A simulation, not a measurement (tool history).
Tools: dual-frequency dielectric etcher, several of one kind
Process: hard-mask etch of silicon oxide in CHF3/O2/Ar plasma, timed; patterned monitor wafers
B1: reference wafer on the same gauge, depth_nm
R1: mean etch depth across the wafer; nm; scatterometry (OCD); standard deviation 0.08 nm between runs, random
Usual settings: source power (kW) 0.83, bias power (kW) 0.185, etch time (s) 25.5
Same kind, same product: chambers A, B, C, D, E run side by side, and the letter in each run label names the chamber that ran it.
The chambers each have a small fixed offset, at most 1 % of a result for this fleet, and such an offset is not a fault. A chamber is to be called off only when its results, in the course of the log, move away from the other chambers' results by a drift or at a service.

Run 1D, hour 4.4: usual settings; B1 50.289. Result: R1 58.188 nm.
Run 2C, hour 9: usual settings; B1 50.33. Result: R1 57.681 nm.
Run 3B, hour 15.2: usual settings; B1 50.343. Result: R1 58.029 nm.
Run 4E, hour 18.6: usual settings; B1 50.298. Result: R1 57.199 nm.
Run 5A, hour 23.1: usual settings; B1 50.332. Result: R1 57.609 nm.
Run 6B, hour 29.4: usual settings but source power (kW) 0.67, etch time (s) 30; B1 50.329. Result: R1 63.005 nm.
Run 7D, hour 35: usual settings but source power (kW) 0.67, etch time (s) 30; B1 50.352. Result: R1 63.028 nm.
Run 8E, hour 41.2: usual settings but source power (kW) 0.67, etch time (s) 30; B1 50.351. Result: R1 61.964 nm.
Run 9C, hour 48: usual settings but source power (kW) 0.67, etch time (s) 30; B1 50.372. Result: R1 62.701 nm.
Run 10A, hour 55.3: usual settings but source power (kW) 0.67, etch time (s) 30; B1 50.371. Result: R1 62.42 nm.
Run 11C, hour 60: usual settings; B1 50.389. Result: R1 57.885 nm.
Run 12A, hour 66.5: usual settings; B1 50.378. Result: R1 57.74 nm.
Run 13B, hour 71.4: usual settings; B1 50.413. Result: R1 58.061 nm.
Run 14D, hour 77.9: usual settings; B1 50.408. Result: R1 58.199 nm.
Run 15E, hour 84.7: usual settings but bias power (kW) 0.225; B1 50.424. Result: R1 61.264 nm.
Run 16E, hour 89: usual settings but bias power (kW) 0.225; B1 50.42. Result: R1 61.085 nm.
Run 17A, hour 95.2: usual settings but bias power (kW) 0.225; B1 50.445. Result: R1 61.73 nm.
Run 18D, hour 101.4: usual settings but bias power (kW) 0.225; B1 50.469. Result: R1 62.369 nm.
Run 19C, hour 107.9: usual settings but bias power (kW) 0.225; B1 50.445. Result: R1 61.867 nm.
Run 20B, hour 112.2: usual settings but source power (kW) 0.76, etch time (s) 22; B1 50.46. Result: R1 48.485 nm.
Run 21E, hour 116.9: usual settings but source power (kW) 0.76, etch time (s) 22; B1 50.46. Result: R1 47.77 nm.
Run 22B, hour 120.3: usual settings but source power (kW) 0.76, etch time (s) 22; B1 50.473. Result: R1 48.467 nm.
Run 23C, hour 124.3: usual settings but source power (kW) 0.76, etch time (s) 22; B1 50.482. Result: R1 48.238 nm.
Run 24D, hour 129.6: usual settings but source power (kW) 0.76, etch time (s) 22; B1 50.505. Result: R1 48.731 nm.
Run 25A, hour 135.9: usual settings but bias power (kW) 0.141; B1 50.497. Result: R1 52.86 nm.
Run 26C, hour 140.8: usual settings but bias power (kW) 0.141; B1 50.503. Result: R1 53.064 nm.
Run 27E, hour 145.9: usual settings but bias power (kW) 0.141; B1 50.507. Result: R1 52.65 nm.
Run 28D, hour 152.6: usual settings but bias power (kW) 0.141; B1 50.53. Result: R1 53.516 nm.
Run 29A, hour 156.8: usual settings but bias power (kW) 0.141; B1 50.52. Result: R1 52.91 nm.
Run 30B, hour 161.7: usual settings; B1 50.512. Result: R1 58.345 nm.
Run 31E, hour 167.9: usual settings; B1 50.544. Result: R1 57.484 nm.
Run 32A, hour 171.2: usual settings; B1 50.534. Result: R1 57.872 nm.
Run 33C, hour 177.4: usual settings; B1 50.538. Result: R1 58.05 nm.
Run 34D, hour 182.8: usual settings; B1 50.573. Result: R1 58.423 nm.
Run 35B, hour 188.1: usual settings; B1 50.574. Result: R1 58.389 nm.
Run 36E, hour 192.4: usual settings; B1 50.576. Result: R1 57.528 nm.

The same settings go to every chamber for the next run, one line per chamber below. Forecast the results for each:
Run 37A, hour 197.8: usual settings. Result: R1 ?.
Run 37B, hour 197.8: usual settings. Result: R1 ?.
Run 37C, hour 197.8: usual settings. Result: R1 ?.
Run 37D, hour 197.8: usual settings. Result: R1 ?.
Run 37E, hour 197.8: usual settings. Result: R1 ?.

run      R1
37A   57.87
37B  58.363
37C  58.003
37D  58.236
37E  57.535

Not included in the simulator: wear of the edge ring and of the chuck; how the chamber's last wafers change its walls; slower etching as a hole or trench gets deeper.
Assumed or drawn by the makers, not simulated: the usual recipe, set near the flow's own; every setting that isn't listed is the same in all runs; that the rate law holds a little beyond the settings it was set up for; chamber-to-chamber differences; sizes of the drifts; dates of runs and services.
